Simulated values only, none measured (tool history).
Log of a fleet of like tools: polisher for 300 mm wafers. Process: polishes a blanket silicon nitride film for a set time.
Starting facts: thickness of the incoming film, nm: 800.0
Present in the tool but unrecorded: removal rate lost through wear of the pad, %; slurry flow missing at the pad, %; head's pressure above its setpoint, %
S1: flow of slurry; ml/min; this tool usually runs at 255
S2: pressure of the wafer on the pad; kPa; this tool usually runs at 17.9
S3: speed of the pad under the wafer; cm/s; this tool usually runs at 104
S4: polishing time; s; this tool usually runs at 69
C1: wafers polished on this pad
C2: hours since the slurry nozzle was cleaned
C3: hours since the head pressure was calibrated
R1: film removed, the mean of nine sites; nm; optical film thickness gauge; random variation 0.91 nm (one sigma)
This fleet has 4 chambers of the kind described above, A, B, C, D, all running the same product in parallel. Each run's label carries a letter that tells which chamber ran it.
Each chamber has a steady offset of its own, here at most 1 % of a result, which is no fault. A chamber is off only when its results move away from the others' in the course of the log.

run,hour,S1,S2,S3,S4,C1,C2,C3,R1
1A,8.6,255,17.9,104,69,1058,153.4,799.2,87.497
2B,13.1,255,17.9,104,69,261,517.1,298.5,87.082
3D,18.5,255,17.9,104,69,544,482.7,78.9,85.581
4C,23.7,255,17.9,104,69,211,338.5,121.9,88.187
# hour 25.4: chamber A: worn pad replaced by a new one
# hour 27.3: chamber A: head pressure recalibrated
5A,32.2,255,17.9,104,69,60,177.0,4.9,86.318
6C,37.9,255,17.9,104,69,336,352.7,136.1,86.759
# hour 43.4: chamber D: worn pad replaced by a new one
7D,44.2,255,20.7,104,69,7,508.4,104.6,99.579
8B,50.4,255,20.7,104,69,588,554.4,335.8,100.660
9C,55.3,255,20.7,104,69,489,370.1,153.5,101.240
10D,59.6,255,20.7,104,69,142,523.8,120.0,100.010
# hour 64.0: chamber C: slurry nozzle cleaned
11B,64.7,255,17.9,104,69,714,568.7,350.1,84.166
# hour 69.8: chamber C: worn pad replaced by a new one
12A,71.1,255,17.9,138,69,402,215.9,43.8,108.210
13C,76.3,255,17.9,138,69,57,12.4,174.5,108.760
14A,83.5,255,17.9,138,69,511,228.3,56.2,108.800
15D,92.3,255,17.9,138,69,430,556.5,152.7,108.180
16B,102.1,255,17.9,104,69,1043,606.1,387.5,83.597
17B,110.6,255,17.9,104,69,1117,614.6,396.0,84.341
# hour 111.0: chamber D: slurry nozzle cleaned
18C,116.3,255,17.9,104,69,409,52.4,214.5,87.621
# hour 122.9: chamber D: worn pad replaced by a new one
19A,122.9,255,17.9,104,69,857,267.7,95.6,86.699
# hour 125.0: chamber C: worn pad replaced by a new one
20D,132.5,255,17.9,104,69,84,21.6,192.9,86.622
21C,136.8,255,17.9,104,69,104,72.9,235.0,87.933
22D,141.4,255,17.9,104,69,163,30.5,201.8,86.842
23A,147.0,255,17.9,104,69,1069,291.8,119.7,88.748
24B,154.7,255,17.9,104,69,1505,658.7,440.1,81.331
25C,163.7,335,17.9,82,69,340,99.8,261.9,74.641
26A,171.0,335,17.9,82,69,1280,315.8,143.7,74.137
27B,180.7,335,17.9,82,69,1733,684.7,466.1,67.904
28D,188.0,335,17.9,82,69,572,77.1,248.4,71.405
# hour 188.4: chamber D: worn pad replaced by a new one
29D,195.6,255,15.2,104,69,64,84.7,256.0,73.680

Read the log: is a single chamber off, either drifting away or since a service, is the gauge that measures every chamber drifting, or is nothing wrong beyond small per-chamber offsets? Name any odd chamber and what most likely caused it.

One chamber, B, drifts off from the rest bit by bit.
Cause: removal rate lost through wear of the pad, % = 9.71.
The log might look much the same if the cause were instead: head's pressure below its setpoint, %.

Here are 4 candidates for chamber B's next run, each the usual settings with a change, their results left as question marks. Which one brings its results back in line with what the others give on the usual settings?
Counts as in line when no further than this from what the other chambers average on the usual settings: R1 3.200 nm
30B-1,202.8,255,17.2,100,66,,,,?
30B-2,202.8,260,21.4,104,69,,,,?
30B-3,202.8,250,17.9,84,69,,,,?
30B-4,202.8,255,17.9,104,76,,,,?

Average result of the remaining chambers running the usual settings: R1 87.103 nm
run,R1
30B-1,69.444
30B-2,92.774
30B-3,65.601
30B-4,85.735
Change 30B-4 lands the chamber within the allowed miss of the other chambers.
